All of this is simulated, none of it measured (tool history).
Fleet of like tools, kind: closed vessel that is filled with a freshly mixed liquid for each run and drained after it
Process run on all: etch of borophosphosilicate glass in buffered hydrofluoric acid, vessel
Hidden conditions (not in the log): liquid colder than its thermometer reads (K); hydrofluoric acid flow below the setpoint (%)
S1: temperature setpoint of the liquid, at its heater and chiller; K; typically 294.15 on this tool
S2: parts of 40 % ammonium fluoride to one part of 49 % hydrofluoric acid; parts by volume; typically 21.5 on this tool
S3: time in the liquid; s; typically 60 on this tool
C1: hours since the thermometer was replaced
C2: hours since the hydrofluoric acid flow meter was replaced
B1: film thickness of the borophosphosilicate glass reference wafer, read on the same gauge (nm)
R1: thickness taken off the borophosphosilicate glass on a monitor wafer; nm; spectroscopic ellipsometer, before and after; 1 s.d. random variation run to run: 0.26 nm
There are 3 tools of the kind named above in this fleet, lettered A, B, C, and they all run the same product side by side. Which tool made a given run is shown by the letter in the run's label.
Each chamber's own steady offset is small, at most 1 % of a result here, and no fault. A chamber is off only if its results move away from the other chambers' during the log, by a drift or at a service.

run,hour,S1,S2,S3,C1,C2,B1,R1
1B,11.4,294.15,21.5,60,1110.2,361.3,59.992,39.705
2C,20.9,294.15,21.5,60,1404.7,182.6,60.006,39.974
3A,31.1,294.15,21.5,60,277.6,452.3,59.991,39.452
4C,45.2,294.15,21.5,60,1429.0,206.9,59.985,39.181
5B,52.4,294.15,21.5,80,1151.2,402.3,59.999,52.327
6A,60.4,294.15,21.5,80,306.9,481.6,60.009,53.279
7C,67.3,294.15,21.5,80,1451.1,229.0,60.001,52.626
8A,80.0,294.15,21.5,60,326.5,501.2,60.006,39.561
9B,93.6,294.15,21.5,60,1192.4,443.5,59.992,39.689
10A,105.0,294.15,21.5,60,351.5,526.2,60.002,39.960
11C,117.1,294.15,21.5,60,1500.9,278.8,59.989,39.737
12B,127.4,294.15,21.5,60,1226.2,477.3,59.990,38.716
13C,137.1,294.15,21.5,60,1520.9,298.8,60.020,39.635
14B,145.2,294.15,21.5,60,1244.0,495.1,60.020,39.069
15A,154.5,294.15,21.5,60,401.0,575.7,59.996,39.614
16C,161.2,294.15,21.5,60,1545.0,322.9,59.988,39.532
17B,170.9,294.15,21.5,60,1269.7,520.8,59.978,38.853
18A,183.8,294.15,21.5,60,430.3,605.0,60.020,39.623
19B,196.6,294.15,21.5,60,1295.4,546.5,60.005,39.029
20A,207.1,294.15,21.5,60,453.6,628.3,60.001,40.037
21C,219.7,294.15,21.5,60,1603.5,381.4,60.026,39.333
22C,228.4,294.15,21.5,60,1612.2,390.1,60.002,39.529
23B,234.7,294.15,21.5,60,1333.5,584.6,60.010,38.085
24A,242.6,294.15,21.5,60,489.1,663.8,59.994,39.823
25B,256.6,294.15,21.5,60,1355.4,606.5,60.011,38.028
# hour 268.2: chamber C: thermometer replaced
26C,268.7,294.15,21.5,60,0.6,430.4,59.997,39.277
27A,281.9,294.15,21.5,60,528.4,703.1,59.997,39.654
28B,293.3,294.15,15.5,75,1392.1,643.2,59.999,62.825
29C,304.6,294.15,15.5,75,36.5,466.3,59.996,66.804
30A,315.2,294.15,15.5,75,561.7,736.4,59.995,67.249
31B,327.7,294.15,21.5,60,1426.5,677.6,60.007,37.442
32A,338.5,294.15,21.5,60,585.0,759.7,59.994,39.594
33C,345.8,294.15,21.5,60,77.7,507.5,60.014,39.094
# hour 353.3: chamber C: hydrofluoric acid flow meter replaced
34A,357.1,294.15,21.5,60,603.6,778.3,60.000,39.349
35B,363.7,294.15,21.5,60,1462.5,713.6,60.001,37.606
36C,375.1,294.15,21.5,60,107.0,21.9,60.004,39.284
37A,388.3,294.15,21.5,60,634.8,809.5,60.011,39.709
# hour 391.5: chamber A: hydrofluoric acid flow meter replaced
38B,401.0,294.15,21.5,60,1499.8,750.9,60.005,36.745
39C,415.1,294.15,21.5,60,147.0,61.9,60.004,39.284
40C,424.9,294.15,21.5,60,156.8,71.7,60.001,39.357
41B,433.5,294.15,21.5,60,1532.3,783.4,59.995,37.151
42A,440.4,294.15,21.5,30,686.9,48.9,59.986,19.925
43A,449.5,294.15,21.5,30,696.0,58.0,60.003,19.905

Does one chamber stand apart from the rest, does the shared gauge drift, or is all well apart from small per-chamber offsets? Give the chamber and the most likely cause, where there is one.

Chamber B drifts away from the others.
Likeliest cause: hydrofluoric acid flow below the setpoint (%) = 9.53.
Not necessarily distinguishable in this log from: liquid colder than its thermometer reads (K).

Which of the 4 candidates below, each the usual settings with something changed and its results left as question marks, puts chamber B back in line with what the other chambers give on the usual settings?
To be in line, a result may differ from the other chambers' mean on the usual settings by at most: R1 0.900 nm
44B-1,459.6,294.15,22.5,55,,,,?
44B-2,459.6,294.15,20.5,65,,,,?
44B-3,459.6,294.15,21.5,65,,,,?
44B-4,459.6,294.15,24.0,60,,,,?

What the other chambers average on the usual settings: R1 39.520 nm
run,R1
44B-1,32.561
44B-2,41.030
44B-3,39.706
44B-4,33.975
44B-3 brings the chamber back in line.
